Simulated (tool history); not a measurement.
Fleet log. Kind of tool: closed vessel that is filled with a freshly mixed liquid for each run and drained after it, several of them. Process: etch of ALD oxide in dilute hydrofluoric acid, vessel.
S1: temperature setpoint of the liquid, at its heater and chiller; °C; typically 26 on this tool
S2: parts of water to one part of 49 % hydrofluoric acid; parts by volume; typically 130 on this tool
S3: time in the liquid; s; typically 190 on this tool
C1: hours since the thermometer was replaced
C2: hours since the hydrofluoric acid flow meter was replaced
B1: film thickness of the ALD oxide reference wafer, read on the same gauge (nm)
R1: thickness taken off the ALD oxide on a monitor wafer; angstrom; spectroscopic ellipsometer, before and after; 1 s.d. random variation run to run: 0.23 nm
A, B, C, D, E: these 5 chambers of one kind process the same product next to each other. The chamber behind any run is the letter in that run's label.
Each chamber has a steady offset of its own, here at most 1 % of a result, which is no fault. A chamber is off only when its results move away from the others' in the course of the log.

run	hour	S1	S2	S3	C1	C2	B1	R1
1E	10.5	26	130	190	1316.9	374.6	100.020	237.400
2D	21.2	26	130	190	2406.6	1012.1	99.967	234.800
3A	34.3	26	130	190	514.9	351.6	100.010	236.710
4B	50.5	26	130	190	1021.2	1937.1	100.010	235.850
5C	66.9	26	130	190	1593.0	188.2	99.988	234.990
6B	77.7	26	130	190	1048.4	1964.3	99.967	238.590
7A	93.3	26	130	190	573.9	410.6	99.987	235.530
8D	108.4	26	130	135	2493.8	1099.3	100.010	167.450
9C	123.2	26	130	135	1649.3	244.5	100.010	167.290
10E	138.1	26	130	135	1444.5	502.2	99.966	165.820
11C	152.4	26	130	135	1678.5	273.7	99.981	167.460
12B	162.4	26	130	135	1133.1	2049.0	100.040	168.450
13A	177.4	26	130	190	658.0	494.7	99.989	237.140
14E	185.8	26	130	295	1492.2	549.9	100.020	362.400
15D	197.3	26	130	295	2582.7	1188.2	99.991	365.290
# hour 205.9: chamber B: hydrofluoric acid flow meter replaced
16C	207.5	26	130	295	1733.6	328.8	99.989	361.030
17A	215.5	26	130	295	696.1	532.8	100.000	367.830
18D	230.0	26	130	295	2615.4	1220.9	100.030	365.160
19E	239.7	26	130	190	1546.1	603.8	100.040	235.990
20B	252.7	26	130	190	1223.4	46.8	100.020	231.710
21D	260.4	22	95	190	2645.8	1251.3	100.020	280.570
22E	269.3	22	95	190	1575.7	633.4	99.999	285.740
23A	278.6	22	95	190	759.2	595.9	99.983	290.160
# hour 279.6: chamber E: thermometer replaced
24B	285.8	22	95	190	1256.5	79.9	100.040	289.780
25C	295.4	22	95	190	1821.5	416.7	99.987	285.190
26C	306.2	26	130	190	1832.3	427.5	99.961	233.950
27D	315.4	26	130	190	2700.8	1306.3	100.020	235.600
28A	330.6	26	165	90	811.2	647.9	99.989	85.237
29B	341.2	26	165	90	1311.9	135.3	100.010	84.776
30E	350.4	26	165	90	70.9	714.5	100.020	85.298
31A	365.6	26	165	90	846.2	682.9	100.020	84.521
32B	373.3	26	165	90	1344.0	167.4	99.985	82.361
33E	388.8	26	130	190	109.3	752.9	99.965	242.000
34C	399.3	28	155	190	1925.4	520.6	99.983	205.950
35D	407.1	28	155	190	2792.5	1398.0	99.966	208.120
36D	415.6	28	155	190	2801.0	1406.5	99.984	206.030
37C	424.8	28	155	190	1950.9	546.1	100.010	205.090
38E	437.7	28	155	190	158.2	801.8	100.050	205.660
# hour 442.7: chamber D: thermometer replaced
39A	448.7	26	130	190	929.3	766.0	99.985	238.240
# hour 453.9: chamber D: hydrofluoric acid flow meter replaced
40B	463.9	26	130	190	1434.6	258.0	99.996	233.580
41D	477.4	26	130	190	34.8	23.5	100.020	236.860
42E	487.6	26	130	190	208.1	851.7	100.010	233.200
43A	500.7	26	130	190	981.3	818.0	100.010	236.340

Which is it: a chamber that has drifted or been left off by a service, a gauge drift common to all chambers, or only each chamber's usual small offset? If a chamber is off, name it and its likeliest cause.

All chambers stay in line apart from their small fixed offsets, and the gauge does not drift.
